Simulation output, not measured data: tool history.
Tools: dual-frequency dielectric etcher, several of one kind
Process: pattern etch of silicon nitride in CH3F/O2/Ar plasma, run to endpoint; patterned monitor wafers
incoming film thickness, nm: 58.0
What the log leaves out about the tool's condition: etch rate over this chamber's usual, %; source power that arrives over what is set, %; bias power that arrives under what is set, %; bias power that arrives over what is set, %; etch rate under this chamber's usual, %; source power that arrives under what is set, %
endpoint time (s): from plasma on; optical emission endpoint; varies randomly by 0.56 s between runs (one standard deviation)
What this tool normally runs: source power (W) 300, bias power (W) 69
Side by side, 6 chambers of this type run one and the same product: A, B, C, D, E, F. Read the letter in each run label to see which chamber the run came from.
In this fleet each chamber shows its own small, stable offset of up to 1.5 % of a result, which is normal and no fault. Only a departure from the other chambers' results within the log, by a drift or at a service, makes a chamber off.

run,day,source power (W),bias power (W),hours since the last wet clean,hours since the last source power generator calibration,hours since the last bias power generator calibration,endpoint time (s)
1A,0.217,300,69,235.8,2717.8,3006.3,94.949
2E,0.408,300,69,115.2,40.2,3022.1,94.686
3C,0.604,300,69,420.1,1632.7,2697.6,94.328
4D,0.992,300,69,90.3,2763.7,2047.0,95.617
5B,1.392,300,69,120.2,214.3,1732.1,95.633
6F,1.650,300,69,148.2,1273.7,1487.5,95.038
7C,2.042,300,69,454.6,1667.2,2732.1,95.521
# day 2.167: chamber C: wet clean of the chamber
8D,2.404,300,69,124.2,2797.6,2080.9,96.316
9B,2.692,300,69,151.4,245.5,1763.3,96.296
10A,3.083,300,69,304.6,2786.6,3075.1,95.777
11F,3.412,300,69,190.5,1316.0,1529.8,95.878
12E,3.783,300,69,196.2,121.2,3103.1,94.554
13E,4.179,300,69,205.7,130.7,3112.6,95.382
14F,4.442,300,69,215.2,1340.7,1554.5,94.267
15C,4.717,300,69,61.3,1731.4,2796.3,95.859
16D,4.896,300,69,184.0,2857.4,2140.7,96.038
17B,5.242,300,69,212.6,306.7,1824.5,96.416
18A,5.533,300,69,363.4,2845.4,3133.9,94.753
19C,5.883,300,69,89.3,1759.4,2824.3,95.020
20B,6.238,300,69,236.5,330.6,1848.4,95.505
21E,6.442,250,78,260.0,185.0,3166.9,96.430
# day 6.467: chamber F: bias power generator calibrated
22D,6.754,250,78,228.6,2902.0,2185.3,98.543
# day 7.083: chamber A: wet clean of the chamber
23F,7.112,250,78,279.3,1404.8,15.5,97.076
24A,7.396,250,78,7.6,2890.1,3178.6,97.219
25C,7.683,250,78,132.5,1802.6,2867.5,97.689
26E,7.988,250,78,297.1,222.1,3204.0,97.398
27A,8.225,300,69,27.5,2910.0,3198.5,96.416
28F,8.438,300,69,311.1,1436.6,47.3,95.139
# day 8.562: chamber E: wet clean of the chamber
29D,8.646,300,69,274.0,2947.4,2230.7,96.582
30B,8.875,300,69,299.8,393.9,1911.7,95.984
# day 9.067: chamber F: wet clean of the chamber
31D,9.121,300,69,285.4,2958.8,2242.1,96.117
32C,9.308,300,69,171.5,1841.6,2906.5,94.866
33F,9.700,300,69,15.3,1466.9,77.6,94.815
34E,10.079,300,69,36.4,272.3,3254.2,94.611
35B,10.396,300,69,336.3,430.4,1948.2,96.044
36A,10.633,300,69,85.3,2967.8,3256.3,95.339
37A,11.017,300,69,94.5,2977.0,3265.5,95.881
38D,11.404,300,69,340.2,3013.6,2296.9,97.645
39E,11.792,300,69,77.5,313.4,3295.3,94.169
40B,12.096,300,69,377.1,471.2,1989.0,96.497
41F,12.371,300,69,79.4,1531.0,141.7,94.849

Next, all 6 chambers run the settings below, one line each with question marks for the results. What does each chamber give?
42A,12.658,300,69,,,,?
42B,12.658,300,69,,,,?
42C,12.658,300,69,,,,?
42D,12.658,300,69,,,,?
42E,12.658,300,69,,,,?
42F,12.658,300,69,,,,?

run,endpoint time (s)
42A,95.933
42B,94.879
42C,94.654
42D,96.796
42E,94.309
42F,94.701
